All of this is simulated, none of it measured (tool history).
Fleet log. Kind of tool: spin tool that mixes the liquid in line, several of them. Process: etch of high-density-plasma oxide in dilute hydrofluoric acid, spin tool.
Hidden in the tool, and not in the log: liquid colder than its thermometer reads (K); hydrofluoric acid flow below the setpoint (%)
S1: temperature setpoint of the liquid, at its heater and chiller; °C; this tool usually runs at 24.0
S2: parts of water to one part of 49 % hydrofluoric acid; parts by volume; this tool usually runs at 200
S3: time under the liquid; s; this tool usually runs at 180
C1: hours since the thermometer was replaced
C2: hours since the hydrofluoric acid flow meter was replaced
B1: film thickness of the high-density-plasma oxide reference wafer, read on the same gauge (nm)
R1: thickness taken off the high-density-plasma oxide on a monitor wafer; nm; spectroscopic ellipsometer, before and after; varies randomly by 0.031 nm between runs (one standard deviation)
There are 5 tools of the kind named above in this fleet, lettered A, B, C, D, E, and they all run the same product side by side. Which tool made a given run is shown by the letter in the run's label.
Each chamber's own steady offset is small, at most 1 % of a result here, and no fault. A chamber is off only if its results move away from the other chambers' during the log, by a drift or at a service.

run,day,S1,S2,S3,C1,C2,B1,R1
1A,0.396,24.0,200,180,388.6,1043.5,99.999,6.9065
# day 0.683: chamber D: hydrofluoric acid flow meter replaced
2B,0.708,24.0,200,180,1392.9,625.4,99.991,6.9446
3E,1.100,24.0,200,180,1188.0,1627.9,99.998,6.9755
4C,1.471,24.0,200,180,609.7,988.9,100.010,6.9066
# day 1.617: chamber E: thermometer replaced
5D,1.796,24.0,200,270,578.5,26.7,100.020,10.3720
6D,2.033,24.0,200,270,584.2,32.4,100.010,10.3870
7B,2.446,24.0,200,270,1434.6,667.1,99.992,10.4670
8A,2.908,24.0,200,270,448.9,1103.8,99.978,10.3900
9C,3.258,24.0,200,270,652.6,1031.8,100.010,10.3860
# day 3.500: chamber E: hydrofluoric acid flow meter replaced
10E,3.596,24.0,200,180,47.5,2.4,100.000,6.9775
11A,4.129,24.0,200,180,478.2,1133.1,99.998,6.9405
12E,4.450,21.0,245,180,68.0,22.9,100.000,4.8376
13C,4.708,21.0,245,180,687.4,1066.6,100.010,4.8529
14D,4.950,21.0,245,180,654.2,102.4,100.000,4.8546
15B,5.350,21.0,245,180,1504.3,736.8,99.991,4.8503
16B,5.800,21.0,245,180,1515.1,747.6,100.010,4.8668
17C,6.033,24.0,150,285,719.2,1098.4,99.995,15.4130
18E,6.492,24.0,150,285,117.0,71.9,100.000,15.5900
19A,6.992,24.0,150,285,546.9,1201.8,100.010,15.3240
20D,7.371,24.0,150,285,712.3,160.5,99.988,15.3940
21D,7.683,24.0,150,285,719.8,168.0,99.989,15.4950
22C,7.958,24.0,200,180,765.4,1144.6,99.997,6.9598
23A,8.325,24.0,200,180,578.9,1233.8,100.000,6.8003
24B,8.600,24.0,200,180,1582.3,814.8,99.988,7.0306
25E,9.112,26.5,200,255,179.9,134.8,100.000,10.8440
26E,9.496,26.5,200,255,189.1,144.0,99.986,10.8630
27A,9.917,26.5,200,255,617.1,1272.0,99.987,10.4960
28D,10.329,26.5,200,255,783.3,231.5,100.000,10.7290
29B,10.725,26.5,200,255,1633.3,865.8,100.020,10.8020
30C,11.254,24.0,200,180,844.5,1223.7,100.000,6.9486
31D,11.783,24.0,200,180,818.2,266.4,99.989,6.9069
32E,12.258,24.0,200,180,255.4,210.3,100.000,6.9909
33A,12.517,24.0,200,100,679.5,1334.4,99.992,3.7199
34B,13.062,24.0,200,100,1689.4,921.9,99.986,3.8610
35C,13.521,24.0,200,100,898.9,1278.1,99.992,3.8370
36E,14.017,24.0,200,100,297.6,252.5,100.000,3.8794
37A,14.312,24.0,200,100,722.6,1377.5,99.982,3.6971
38C,14.825,24.0,200,180,930.2,1309.4,99.983,6.9506
39D,15.321,24.0,200,180,903.1,351.3,100.010,6.8740
40B,15.846,24.0,200,180,1756.2,988.7,99.993,7.0017
41A,16.196,24.0,200,180,767.8,1422.7,99.997,6.5149

Read the log: is a single chamber off, either drifting away or since a service, is the gauge that measures every chamber drifting, or is nothing wrong beyond small per-chamber offsets? Name any odd chamber and what most likely caused it.

Little by little, chamber A moves away from the other chambers.
Likeliest cause: liquid colder than its thermometer reads (K) = 1.42.
With only this log, it may be confused with: hydrofluoric acid flow below the setpoint (%).

Chamber A could run next with any of the 4 candidate recipes listed below; each alters the usual settings, and their results appear as question marks. Which one brings its results back in line with what the other chambers deliver on the usual settings?
In line means no further than this from the other chambers' mean on the usual settings: R1 0.1100 nm
42A-1,16.592,24.0,210,180,,,,?
42A-2,16.592,24.0,200,185,,,,?
42A-3,16.592,24.0,200,190,,,,?
42A-4,16.592,24.0,200,175,,,,?

The mean the other chambers reach with the usual settings: R1 6.9498 nm
run,R1
42A-1,6.1815
42A-2,6.7398
42A-3,6.9219
42A-4,6.3755
With 42A-3, the chamber falls back in line with the rest.

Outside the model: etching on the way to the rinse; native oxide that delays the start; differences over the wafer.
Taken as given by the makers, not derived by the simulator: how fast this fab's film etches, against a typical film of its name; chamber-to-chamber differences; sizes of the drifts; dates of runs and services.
